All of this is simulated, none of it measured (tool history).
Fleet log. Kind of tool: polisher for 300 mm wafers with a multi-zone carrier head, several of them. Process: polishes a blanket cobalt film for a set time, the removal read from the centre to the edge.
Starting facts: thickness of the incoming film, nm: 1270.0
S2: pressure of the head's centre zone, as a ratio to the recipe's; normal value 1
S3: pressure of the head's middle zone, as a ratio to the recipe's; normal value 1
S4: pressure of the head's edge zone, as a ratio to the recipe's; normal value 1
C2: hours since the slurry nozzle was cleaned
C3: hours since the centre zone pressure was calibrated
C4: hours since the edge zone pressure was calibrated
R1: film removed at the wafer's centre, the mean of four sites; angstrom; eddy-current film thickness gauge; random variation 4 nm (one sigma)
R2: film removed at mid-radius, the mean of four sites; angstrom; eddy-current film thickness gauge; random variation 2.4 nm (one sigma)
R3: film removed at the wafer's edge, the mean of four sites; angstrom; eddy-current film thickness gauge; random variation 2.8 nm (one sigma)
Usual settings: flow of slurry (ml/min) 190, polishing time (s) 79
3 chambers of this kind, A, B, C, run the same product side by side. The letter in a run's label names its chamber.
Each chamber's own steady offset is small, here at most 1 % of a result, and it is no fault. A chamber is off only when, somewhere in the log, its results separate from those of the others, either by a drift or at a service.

run 1A hour=4.7 | flow_of_slurry_(ml/min)=190 S2=1 S3=1 S4=1 polishing_time_(s)=79 | wafers_polished_on_this_pad=662 C2=691.6 C3=102.4 C4=568.5 | R1=3585.9 R2=3561.5 R3=3544.6
run 2B hour=10.8 | flow_of_slurry_(ml/min)=190 S2=1 S3=1 S4=1 polishing_time_(s)=79 | wafers_polished_on_this_pad=461 C2=180.5 C3=593.4 C4=347.6 | R1=3646 R2=3549.1 R3=3567.2
run 3C hour=15.4 | flow_of_slurry_(ml/min)=190 S2=1 S3=1 S4=1 polishing_time_(s)=79 | wafers_polished_on_this_pad=128 C2=261.3 C3=218.2 C4=814.5 | R1=3569.2 R2=3614.6 R3=3597.5
run 4C hour=21 | flow_of_slurry_(ml/min)=190 S2=1 S3=1 S4=1 polishing_time_(s)=79 | wafers_polished_on_this_pad=164 C2=266.9 C3=223.8 C4=820.1 | R1=3626.3 R2=3579.5 R3=3585
-- hour=28 chamber C: slurry nozzle cleaned
run 5A hour=28.3 | flow_of_slurry_(ml/min)=190 S2=1 S3=1 S4=1 polishing_time_(s)=79 | wafers_polished_on_this_pad=814 C2=715.2 C3=126 C4=592.1 | R1=3607.1 R2=3572 R3=3583.9
run 6B hour=33.7 | flow_of_slurry_(ml/min)=190 S2=1 S3=1 S4=1 polishing_time_(s)=79 | wafers_polished_on_this_pad=609 C2=203.4 C3=616.3 C4=370.5 | R1=3588.5 R2=3545.1 R3=3584.9
run 7C hour=40.6 | flow_of_slurry_(ml/min)=190 S2=1 S3=1 S4=1 polishing_time_(s)=79 | wafers_polished_on_this_pad=291 C2=12.7 C3=243.4 C4=839.7 | R1=3607.9 R2=3605.6 R3=3596.5
run 8A hour=47.7 | flow_of_slurry_(ml/min)=190 S2=1 S3=1 S4=1 polishing_time_(s)=79 | wafers_polished_on_this_pad=940 C2=734.6 C3=145.4 C4=611.5 | R1=3603.2 R2=3613.4 R3=3557.1
run 9B hour=51.7 | flow_of_slurry_(ml/min)=190 S2=1 S3=1 S4=1 polishing_time_(s)=79 | wafers_polished_on_this_pad=726 C2=221.4 C3=634.3 C4=388.5 | R1=3514.2 R2=3498.3 R3=3540.3
run 10B hour=55.8 | flow_of_slurry_(ml/min)=190 S2=1 S3=1 S4=1 polishing_time_(s)=79 | wafers_polished_on_this_pad=752 C2=225.5 C3=638.4 C4=392.6 | R1=3485.6 R2=3495.6 R3=3546.4
run 11A hour=63.2 | flow_of_slurry_(ml/min)=190 S2=1 S3=1 S4=1 polishing_time_(s)=79 | wafers_polished_on_this_pad=1040 C2=750.1 C3=160.9 C4=627 | R1=3614.4 R2=3598 R3=3553.5
-- hour=64.8 chamber A: slurry nozzle cleaned
run 12C hour=68.9 | flow_of_slurry_(ml/min)=190 S2=1 S3=1 S4=1 polishing_time_(s)=79 | wafers_polished_on_this_pad=474 C2=41 C3=271.7 C4=868 | R1=3600 R2=3623.5 R3=3566
run 13C hour=74.4 | flow_of_slurry_(ml/min)=190 S2=1 S3=1 S4=1 polishing_time_(s)=79 | wafers_polished_on_this_pad=509 C2=46.5 C3=277.2 C4=873.5 | R1=3580.6 R2=3590.7 R3=3557
run 14B hour=81.9 | flow_of_slurry_(ml/min)=190 S2=1 S3=1 S4=1 polishing_time_(s)=79 | wafers_polished_on_this_pad=921 C2=251.6 C3=664.5 C4=418.7 | R1=3399.5 R2=3448.1 R3=3413.8
run 15A hour=87.5 | flow_of_slurry_(ml/min)=155 S2=1 S3=0.91 S4=1 polishing_time_(s)=79 | wafers_polished_on_this_pad=1197 C2=22.8 C3=185.2 C4=651.3 | R1=3389 R2=3174 R3=3482.1
run 16B hour=93.7 | flow_of_slurry_(ml/min)=155 S2=1 S3=0.91 S4=1 polishing_time_(s)=79 | wafers_polished_on_this_pad=997 C2=263.4 C3=676.3 C4=430.5 | R1=3257.6 R2=3025.8 R3=3351.2
run 17C hour=97.1 | flow_of_slurry_(ml/min)=155 S2=1 S3=0.91 S4=1 polishing_time_(s)=79 | wafers_polished_on_this_pad=656 C2=69.2 C3=299.9 C4=896.2 | R1=3452.1 R2=3179.2 R3=3520.6
run 18A hour=103.4 | flow_of_slurry_(ml/min)=190 S2=1 S3=1 S4=1 polishing_time_(s)=79 | wafers_polished_on_this_pad=1300 C2=38.7 C3=201.1 C4=667.2 | R1=3599.7 R2=3621.4 R3=3535.4
run 19C hour=107 | flow_of_slurry_(ml/min)=190 S2=1 S3=1 S4=1 polishing_time_(s)=79 | wafers_polished_on_this_pad=720 C2=79.1 C3=309.8 C4=906.1 | R1=3595.1 R2=3611.3 R3=3599.1
run 20A hour=111 | flow_of_slurry_(ml/min)=190 S2=1 S3=1 S4=1 polishing_time_(s)=79 | wafers_polished_on_this_pad=1349 C2=46.3 C3=208.7 C4=674.8 | R1=3663.2 R2=3587.1 R3=3611.3
-- hour=113.1 chamber C: worn pad replaced by a new one
run 21B hour=117 | flow_of_slurry_(ml/min)=190 S2=1 S3=1 S4=1 polishing_time_(s)=79 | wafers_polished_on_this_pad=1148 C2=286.7 C3=699.6 C4=453.8 | R1=3364.6 R2=3316.2 R3=3369.7
run 22A hour=121.5 | flow_of_slurry_(ml/min)=190 S2=1 S3=1 S4=1 polishing_time_(s)=79 | wafers_polished_on_this_pad=1417 C2=56.8 C3=219.2 C4=685.3 | R1=3573.1 R2=3605.8 R3=3570.1
-- hour=121.9 chamber A: worn pad replaced by a new one
run 23C hour=127.6 | flow_of_slurry_(ml/min)=190 S2=1 S3=1 S4=1 polishing_time_(s)=79 | wafers_polished_on_this_pad=94 C2=99.7 C3=330.4 C4=926.7 | R1=3466.1 R2=3617.6 R3=3624.5
run 24B hour=130.9 | flow_of_slurry_(ml/min)=190 S2=1 S3=1 S4=1 polishing_time_(s)=79 | wafers_polished_on_this_pad=1238 C2=300.6 C3=713.5 C4=467.7 | R1=3255.5 R2=3298 R3=3368.9
run 25B hour=137.2 | flow_of_slurry_(ml/min)=190 S2=1 S3=1 S4=1 polishing_time_(s)=79 | wafers_polished_on_this_pad=1279 C2=306.9 C3=719.8 C4=474 | R1=3353.2 R2=3295.6 R3=3340.5
run 26C hour=141.3 | flow_of_slurry_(ml/min)=190 S2=1 S3=1 S4=1 polishing_time_(s)=79 | wafers_polished_on_this_pad=182 C2=113.4 C3=344.1 C4=940.4 | R1=3550.6 R2=3596.4 R3=3561.9
run 27A hour=145.5 | flow_of_slurry_(ml/min)=190 S2=1 S3=1 S4=1 polishing_time_(s)=79 | wafers_polished_on_this_pad=152 C2=80.8 C3=243.2 C4=709.3 | R1=3642.7 R2=3570.3 R3=3562.1
run 28B hour=152.3 | flow_of_slurry_(ml/min)=190 S2=1 S3=1 S4=1 polishing_time_(s)=79 | wafers_polished_on_this_pad=1376 C2=322 C3=734.9 C4=489.1 | R1=3320.3 R2=3290.6 R3=3294
run 29A hour=157.5 | flow_of_slurry_(ml/min)=190 S2=1 S3=1 S4=1 polishing_time_(s)=79 | wafers_polished_on_this_pad=230 C2=92.8 C3=255.2 C4=721.3 | R1=3592.6 R2=3565.6 R3=3545.7
-- hour=159.7 chamber A: edge zone pressure recalibrated
run 30C hour=161.1 | flow_of_slurry_(ml/min)=190 S2=1 S3=1 S4=1 polishing_time_(s)=79 | wafers_polished_on_this_pad=310 C2=133.2 C3=363.9 C4=960.2 | R1=3520.6 R2=3581.7 R3=3572.4
run 31C hour=165 | flow_of_slurry_(ml/min)=190 S2=1 S3=1 S4=1 polishing_time_(s)=79 | wafers_polished_on_this_pad=336 C2=137.1 C3=367.8 C4=964.1 | R1=3573.3 R2=3613.1 R3=3577.3
run 32B hour=171 | flow_of_slurry_(ml/min)=190 S2=1 S3=1 S4=1 polishing_time_(s)=79 | wafers_polished_on_this_pad=1497 C2=340.7 C3=753.6 C4=507.8 | R1=3133 R2=3223.7 R3=3233.7
run 33A hour=175.5 | flow_of_slurry_(ml/min)=190 S2=1 S3=1 S4=1 polishing_time_(s)=79 | wafers_polished_on_this_pad=346 C2=110.8 C3=273.2 C4=15.9 | R1=3587 R2=3613.3 R3=3580.4
run 34B hour=180.8 | flow_of_slurry_(ml/min)=155 S2=1 S3=1 S4=0.9 polishing_time_(s)=79 | wafers_polished_on_this_pad=1561 C2=350.5 C3=763.4 C4=517.6 | R1=3059.9 R2=3081.6 R3=2973.8
run 35C hour=184.8 | flow_of_slurry_(ml/min)=155 S2=1 S3=1 S4=0.9 polishing_time_(s)=79 | wafers_polished_on_this_pad=464 C2=156.9 C3=387.6 C4=983.9 | R1=3353.9 R2=3495 R3=3316.2

All chambers now run identical settings, listed one chamber a line with results as question marks. What results will each chamber show?
run 36A hour=190.2 | flow_of_slurry_(ml/min)=190 S2=1 S3=1 S4=1 polishing_time_(s)=79 | R1=? R2=? R3=?
run 36B hour=190.2 | flow_of_slurry_(ml/min)=190 S2=1 S3=1 S4=1 polishing_time_(s)=79 | R1=? R2=? R3=?
run 36C hour=190.2 | flow_of_slurry_(ml/min)=190 S2=1 S3=1 S4=1 polishing_time_(s)=79 | R1=? R2=? R3=?

run=36A R1=3555.8 R2=3557.5 R3=3594.1
run=36B R1=3151.9 R2=3180.9 R3=3218.1
run=36C R1=3546.3 R2=3605.9 R3=3627
